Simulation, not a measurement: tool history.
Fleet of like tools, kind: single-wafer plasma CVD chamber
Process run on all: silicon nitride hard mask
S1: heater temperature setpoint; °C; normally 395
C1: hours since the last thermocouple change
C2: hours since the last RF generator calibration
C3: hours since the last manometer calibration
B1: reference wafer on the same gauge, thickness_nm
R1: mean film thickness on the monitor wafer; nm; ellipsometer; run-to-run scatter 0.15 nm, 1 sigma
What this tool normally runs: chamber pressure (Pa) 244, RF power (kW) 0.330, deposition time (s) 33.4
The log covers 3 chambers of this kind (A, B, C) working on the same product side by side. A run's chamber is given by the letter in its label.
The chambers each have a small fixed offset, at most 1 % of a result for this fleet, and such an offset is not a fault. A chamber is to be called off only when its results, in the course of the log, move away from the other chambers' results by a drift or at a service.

run 1C hour=3.2 | S1=395 chamber_pressure_(Pa)=244 RF_power_(kW)=0.330 deposition_time_(s)=33.4 | C1=1194.9 C2=1508.9 C3=1393.8 | B1=42.093 | R1=43.012
run 2B hour=5.4 | S1=395 chamber_pressure_(Pa)=244 RF_power_(kW)=0.330 deposition_time_(s)=33.4 | C1=2020.4 C2=507.9 C3=1961.3 | B1=42.109 | R1=42.130
run 3A hour=8.0 | S1=395 chamber_pressure_(Pa)=244 RF_power_(kW)=0.330 deposition_time_(s)=33.4 | C1=2254.5 C2=452.1 C3=263.7 | B1=42.082 | R1=42.834
run 4C hour=11.0 | S1=395 chamber_pressure_(Pa)=244 RF_power_(kW)=0.330 deposition_time_(s)=33.4 | C1=1202.7 C2=1516.7 C3=1401.6 | B1=42.112 | R1=43.054
run 5B hour=15.4 | S1=395 chamber_pressure_(Pa)=199 RF_power_(kW)=0.330 deposition_time_(s)=36.9 | C1=2030.4 C2=517.9 C3=1971.3 | B1=42.092 | R1=44.006
run 6A hour=19.0 | S1=395 chamber_pressure_(Pa)=199 RF_power_(kW)=0.330 deposition_time_(s)=36.9 | C1=2265.5 C2=463.1 C3=274.7 | B1=42.128 | R1=44.416
run 7C hour=21.8 | S1=395 chamber_pressure_(Pa)=199 RF_power_(kW)=0.330 deposition_time_(s)=36.9 | C1=1213.5 C2=1527.5 C3=1412.4 | B1=42.097 | R1=44.311
run 8B hour=23.9 | S1=395 chamber_pressure_(Pa)=244 RF_power_(kW)=0.330 deposition_time_(s)=33.4 | C1=2038.9 C2=526.4 C3=1979.8 | B1=42.130 | R1=42.211
run 9A hour=28.3 | S1=395 chamber_pressure_(Pa)=244 RF_power_(kW)=0.330 deposition_time_(s)=33.4 | C1=2274.8 C2=472.4 C3=284.0 | B1=42.090 | R1=42.433
run 10A hour=31.3 | S1=395 chamber_pressure_(Pa)=244 RF_power_(kW)=0.330 deposition_time_(s)=33.4 | C1=2277.8 C2=475.4 C3=287.0 | B1=42.091 | R1=42.492
run 11B hour=35.5 | S1=395 chamber_pressure_(Pa)=244 RF_power_(kW)=0.330 deposition_time_(s)=33.4 | C1=2050.5 C2=538.0 C3=1991.4 | B1=42.090 | R1=42.435
run 12C hour=39.7 | S1=395 chamber_pressure_(Pa)=244 RF_power_(kW)=0.330 deposition_time_(s)=33.4 | C1=1231.4 C2=1545.4 C3=1430.3 | B1=42.106 | R1=42.200
run 13C hour=42.2 | S1=395 chamber_pressure_(Pa)=244 RF_power_(kW)=0.330 deposition_time_(s)=33.4 | C1=1233.9 C2=1547.9 C3=1432.8 | B1=42.137 | R1=41.921
run 14A hour=46.5 | S1=395 chamber_pressure_(Pa)=244 RF_power_(kW)=0.330 deposition_time_(s)=33.4 | C1=2293.0 C2=490.6 C3=302.2 | B1=42.111 | R1=42.235
run 15B hour=49.6 | S1=404 chamber_pressure_(Pa)=215 RF_power_(kW)=0.330 deposition_time_(s)=33.4 | C1=2064.6 C2=552.1 C3=2005.5 | B1=42.105 | R1=40.871
run 16A hour=53.9 | S1=404 chamber_pressure_(Pa)=215 RF_power_(kW)=0.330 deposition_time_(s)=33.4 | C1=2300.4 C2=498.0 C3=309.6 | B1=42.131 | R1=40.940
-- hour=57.6 chamber B: thermocouple changed; heater temperature recalibrated
run 17B hour=57.8 | S1=404 chamber_pressure_(Pa)=215 RF_power_(kW)=0.330 deposition_time_(s)=33.4 | C1=0.2 C2=560.3 C3=2013.7 | B1=42.102 | R1=40.629
run 18C hour=60.7 | S1=395 chamber_pressure_(Pa)=244 RF_power_(kW)=0.330 deposition_time_(s)=33.4 | C1=1252.4 C2=1566.4 C3=1451.3 | B1=42.111 | R1=41.432
run 19B hour=64.9 | S1=395 chamber_pressure_(Pa)=244 RF_power_(kW)=0.330 deposition_time_(s)=33.4 | C1=7.3 C2=567.4 C3=2020.8 | B1=42.104 | R1=42.603
run 20C hour=67.5 | S1=395 chamber_pressure_(Pa)=244 RF_power_(kW)=0.330 deposition_time_(s)=33.4 | C1=1259.2 C2=1573.2 C3=1458.1 | B1=42.095 | R1=41.358
run 21A hour=69.8 | S1=395 chamber_pressure_(Pa)=244 RF_power_(kW)=0.330 deposition_time_(s)=33.4 | C1=2316.3 C2=513.9 C3=325.5 | B1=42.093 | R1=42.474
run 22A hour=72.7 | S1=395 chamber_pressure_(Pa)=244 RF_power_(kW)=0.330 deposition_time_(s)=33.4 | C1=2319.2 C2=516.8 C3=328.4 | B1=42.091 | R1=42.605

Next, all 3 chambers run the settings below, one line each with question marks for the results. What does each chamber give?
run 23A hour=75.9 | S1=395 chamber_pressure_(Pa)=244 RF_power_(kW)=0.300 deposition_time_(s)=33.4 | R1=?
run 23B hour=75.9 | S1=395 chamber_pressure_(Pa)=244 RF_power_(kW)=0.300 deposition_time_(s)=33.4 | R1=?
run 23C hour=75.9 | S1=395 chamber_pressure_(Pa)=244 RF_power_(kW)=0.300 deposition_time_(s)=33.4 | R1=?

run=23A R1=40.069
run=23B R1=39.527
run=23C R1=38.702
